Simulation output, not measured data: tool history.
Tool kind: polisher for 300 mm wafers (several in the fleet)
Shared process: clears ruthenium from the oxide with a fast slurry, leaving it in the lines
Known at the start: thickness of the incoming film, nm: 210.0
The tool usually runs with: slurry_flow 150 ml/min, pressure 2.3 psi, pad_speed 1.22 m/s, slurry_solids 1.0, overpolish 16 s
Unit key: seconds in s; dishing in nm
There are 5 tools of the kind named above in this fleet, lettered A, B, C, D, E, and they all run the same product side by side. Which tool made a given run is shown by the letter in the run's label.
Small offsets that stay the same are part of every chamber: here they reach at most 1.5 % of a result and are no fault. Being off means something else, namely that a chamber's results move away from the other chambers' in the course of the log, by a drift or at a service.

run	hour	slurry_flow	pressure	pad_speed	slurry_solids	overpolish	seconds	dishing
1C	13.6	150	2.3	1.22	1.0	16	56.283	40.742
# hour 18.8: chamber B: slurry blender recalibrated
# hour 22.4: chamber D: worn pad replaced by a new one
# hour 22.7: chamber E: slurry blender recalibrated
# hour 27.5: chamber B: worn pad replaced by a new one
2A	28.6	150	2.3	1.22	1.0	16	55.523	42.770
3E	37.9	150	2.3	1.22	1.0	16	55.938	41.242
# hour 47.4: chamber C: worn pad replaced by a new one
4B	50.9	150	2.3	1.22	1.0	16	56.139	38.942
# hour 56.8: chamber A: worn pad replaced by a new one
# hour 59.1: chamber E: worn pad replaced by a new one
5D	61.1	150	2.3	1.22	1.0	16	56.178	39.744
6D	74.4	150	2.3	1.22	1.0	16	57.332	41.096
7B	89.9	130	2.3	1.22	1.0	16	58.056	38.764
# hour 98.8: chamber B: worn pad replaced by a new one
# hour 103.9: chamber A: head pressure recalibrated
8E	103.9	130	2.3	1.22	1.0	16	57.345	41.001
# hour 107.7: chamber D: worn pad replaced by a new one
9A	112.9	130	2.3	1.22	1.0	16	57.312	39.087
# hour 121.3: chamber A: worn pad replaced by a new one
10C	126.8	130	2.3	1.22	1.0	16	58.028	38.893
# hour 130.9: chamber C: worn pad replaced by a new one
# hour 136.1: chamber E: worn pad replaced by a new one
11D	141.4	130	2.3	1.22	1.0	16	56.707	38.027
# hour 150.9: chamber D: slurry blender recalibrated
12B	156.7	150	2.3	1.22	1.0	16	55.710	40.244
# hour 160.8: chamber E: slurry blender recalibrated
# hour 160.9: chamber C: slurry blender recalibrated
13A	166.1	150	2.3	1.22	1.0	16	56.715	42.159
# hour 168.1: chamber B: worn pad replaced by a new one
14C	174.5	150	2.3	1.22	1.0	16	56.636	40.686
# hour 184.7: chamber D: worn pad replaced by a new one
15E	188.2	150	2.3	1.22	1.0	16	55.565	41.812
# hour 190.8: chamber A: worn pad replaced by a new one
16A	203.3	150	2.3	1.22	1.0	16	55.538	41.753
# hour 209.9: chamber C: slurry nozzle cleaned
# hour 211.2: chamber B: slurry blender recalibrated
17B	211.4	150	2.6	1.22	1.0	25	49.157	56.270
# hour 214.6: chamber C: worn pad replaced by a new one
# hour 217.9: chamber E: worn pad replaced by a new one
18D	220.0	150	2.6	1.22	1.0	25	50.629	58.302
# hour 225.9: chamber A: slurry blender recalibrated
19E	227.1	150	2.6	1.22	1.0	25	49.213	61.120
20C	236.3	150	2.6	1.22	1.0	25	50.580	59.029
# hour 242.9: chamber B: worn pad replaced by a new one
21D	249.3	150	2.6	1.22	1.0	25	50.542	57.334
# hour 256.8: chamber A: worn pad replaced by a new one
# hour 261.2: chamber D: worn pad replaced by a new one
22B	264.3	115	2.0	1.22	1.0	16	68.558	34.321
23E	279.5	115	2.0	1.22	1.0	16	68.142	33.198
# hour 288.4: chamber E: slurry blender recalibrated
24C	290.1	115	2.0	1.22	1.0	16	67.311	35.001
# hour 296.4: chamber C: worn pad replaced by a new one
# hour 298.6: chamber E: worn pad replaced by a new one
25A	302.6	115	2.0	1.22	1.0	16	68.027	34.902
26D	317.2	115	2.0	1.22	1.0	16	67.999	34.519
# hour 320.4: chamber B: worn pad replaced by a new one
# hour 323.5: chamber C: slurry blender recalibrated
27B	330.6	150	2.3	1.22	1.0	16	55.378	37.923
# hour 331.4: chamber A: worn pad replaced by a new one
28A	342.0	150	2.3	1.22	1.0	16	56.745	39.190
29C	351.5	150	2.3	1.22	1.0	16	56.950	40.184
30E	359.4	150	2.3	1.22	1.0	16	56.348	40.968
# hour 369.1: chamber C: worn pad replaced by a new one
31C	371.2	150	2.3	1.22	1.0	16	56.458	41.243

All 5 chambers run these settings next. Forecast each chamber's results:
32A	382.7	150	2.3	1.22	0.9	16	?	?
32B	382.7	150	2.3	1.22	0.9	16	?	?
32C	382.7	150	2.3	1.22	0.9	16	?	?
32D	382.7	150	2.3	1.22	0.9	16	?	?
32E	382.7	150	2.3	1.22	0.9	16	?	?

run	seconds	dishing
32A	59.153	39.266
32B	58.539	38.214
32C	59.692	38.834
32D	58.867	38.200
32E	58.772	38.781

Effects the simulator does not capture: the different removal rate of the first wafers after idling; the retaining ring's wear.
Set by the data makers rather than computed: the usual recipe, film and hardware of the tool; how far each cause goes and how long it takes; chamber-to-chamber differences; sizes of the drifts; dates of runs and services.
